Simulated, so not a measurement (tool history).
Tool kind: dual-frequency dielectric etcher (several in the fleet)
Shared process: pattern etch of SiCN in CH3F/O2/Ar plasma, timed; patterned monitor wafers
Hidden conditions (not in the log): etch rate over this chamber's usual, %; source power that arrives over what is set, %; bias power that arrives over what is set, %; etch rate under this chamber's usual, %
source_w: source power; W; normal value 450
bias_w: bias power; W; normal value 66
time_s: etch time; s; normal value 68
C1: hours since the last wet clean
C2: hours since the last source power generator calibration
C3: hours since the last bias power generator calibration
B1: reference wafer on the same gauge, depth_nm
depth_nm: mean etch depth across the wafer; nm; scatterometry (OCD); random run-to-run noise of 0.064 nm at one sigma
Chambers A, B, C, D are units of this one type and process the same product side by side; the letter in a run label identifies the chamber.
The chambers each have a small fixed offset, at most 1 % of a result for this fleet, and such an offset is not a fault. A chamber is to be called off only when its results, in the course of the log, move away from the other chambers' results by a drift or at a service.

run 1D hour=7.5 | source_w=450 bias_w=66 time_s=68 | C1=317 C2=2596.9 C3=183.9 | B1=29.089 | depth_nm=25.767
run 2C hour=14.6 | source_w=450 bias_w=66 time_s=68 | C1=251.8 C2=174 C3=1204.9 | B1=29.085 | depth_nm=26.037
run 3A hour=21.5 | source_w=450 bias_w=66 time_s=68 | C1=25.2 C2=233.7 C3=4316.7 | B1=29.099 | depth_nm=25.819
run 4B hour=31.7 | source_w=450 bias_w=66 time_s=68 | C1=40.1 C2=3472.4 C3=1035.6 | B1=29.078 | depth_nm=25.791
run 5D hour=39.1 | source_w=450 bias_w=66 time_s=68 | C1=348.6 C2=2628.5 C3=215.5 | B1=29.084 | depth_nm=25.787
run 6A hour=46.9 | source_w=450 bias_w=66 time_s=68 | C1=50.6 C2=259.1 C3=4342.1 | B1=29.082 | depth_nm=25.748
run 7B hour=53.9 | source_w=450 bias_w=66 time_s=68 | C1=62.3 C2=3494.6 C3=1057.8 | B1=29.094 | depth_nm=25.937
run 8C hour=64.2 | source_w=420 bias_w=60 time_s=68 | C1=301.4 C2=223.6 C3=1254.5 | B1=29.119 | depth_nm=24.499
run 9B hour=72.7 | source_w=420 bias_w=60 time_s=68 | C1=81.1 C2=3513.4 C3=1076.6 | B1=29.079 | depth_nm=24.452
run 10A hour=79.3 | source_w=420 bias_w=60 time_s=68 | C1=83 C2=291.5 C3=4374.5 | B1=29.107 | depth_nm=24.18
run 11C hour=89.5 | source_w=420 bias_w=60 time_s=68 | C1=326.7 C2=248.9 C3=1279.8 | B1=29.1 | depth_nm=24.524
run 12D hour=101.4 | source_w=450 bias_w=66 time_s=68 | C1=410.9 C2=2690.8 C3=277.8 | B1=29.102 | depth_nm=25.704
run 13B hour=113.6 | source_w=450 bias_w=66 time_s=68 | C1=122 C2=3554.3 C3=1117.5 | B1=29.094 | depth_nm=25.785
run 14D hour=119.5 | source_w=380 bias_w=66 time_s=68 | C1=429 C2=2708.9 C3=295.9 | B1=29.087 | depth_nm=23.874
run 15C hour=131.7 | source_w=380 bias_w=66 time_s=68 | C1=368.9 C2=291.1 C3=1322 | B1=29.098 | depth_nm=24.335
run 16A hour=139.1 | source_w=380 bias_w=66 time_s=68 | C1=142.8 C2=351.3 C3=4434.3 | B1=29.128 | depth_nm=24.122
-- hour=143.6 chamber A: bias power generator calibrated
run 17D hour=152.2 | source_w=380 bias_w=66 time_s=68 | C1=461.7 C2=2741.6 C3=328.6 | B1=29.114 | depth_nm=23.785
run 18B hour=164.5 | source_w=450 bias_w=66 time_s=68 | C1=172.9 C2=3605.2 C3=1168.4 | B1=29.112 | depth_nm=25.834
-- hour=171.2 chamber D: source power generator calibrated
run 19A hour=177.6 | source_w=450 bias_w=66 time_s=68 | C1=181.3 C2=389.8 C3=34 | B1=29.099 | depth_nm=25.779
run 20C hour=187.1 | source_w=450 bias_w=66 time_s=68 | C1=424.3 C2=346.5 C3=1377.4 | B1=29.103 | depth_nm=25.978
-- hour=191.2 chamber C: wet clean of the chamber
run 21D hour=194.1 | source_w=450 bias_w=66 time_s=68 | C1=503.6 C2=22.9 C3=370.5 | B1=29.086 | depth_nm=25.192
run 22A hour=201.6 | source_w=450 bias_w=66 time_s=68 | C1=205.3 C2=413.8 C3=58 | B1=29.101 | depth_nm=25.683
run 23B hour=210.2 | source_w=450 bias_w=66 time_s=68 | C1=218.6 C2=3650.9 C3=1214.1 | B1=29.091 | depth_nm=25.837
run 24C hour=221.8 | source_w=450 bias_w=77 time_s=80.5 | C1=30.7 C2=381.2 C3=1412.1 | B1=29.124 | depth_nm=32.389

Which is it: a chamber that has drifted or been left off by a service, a gauge drift common to all chambers, or only each chamber's usual small offset? If a chamber is off, name it and its likeliest cause.

Chamber D drifts away from the others.
Most likely cause: etch rate under this chamber's usual, % = 2.71.

Chamber D could run next with any of the 4 candidate recipes listed below; each alters the usual settings, and their results appear as question marks. Which one brings its results back in line with what the other chambers deliver on the usual settings?
In line here means within this much of the mean the other chambers give on the usual settings: depth_nm 0.22 nm
run 25D-1 hour=231.3 | source_w=450 bias_w=66 time_s=67 | depth_nm=?
run 25D-2 hour=231.3 | source_w=450 bias_w=66 time_s=69 | depth_nm=?
run 25D-3 hour=231.3 | source_w=450 bias_w=66 time_s=70 | depth_nm=?
run 25D-4 hour=231.3 | source_w=450 bias_w=66 time_s=66 | depth_nm=?

Average result of the remaining chambers running the usual settings: depth_nm 25.844 nm
run=25D-1 depth_nm=24.687
run=25D-2 depth_nm=25.424
run=25D-3 depth_nm=25.792
run=25D-4 depth_nm=24.318
Change 25D-3 lands the chamber within the allowed miss of the other chambers.

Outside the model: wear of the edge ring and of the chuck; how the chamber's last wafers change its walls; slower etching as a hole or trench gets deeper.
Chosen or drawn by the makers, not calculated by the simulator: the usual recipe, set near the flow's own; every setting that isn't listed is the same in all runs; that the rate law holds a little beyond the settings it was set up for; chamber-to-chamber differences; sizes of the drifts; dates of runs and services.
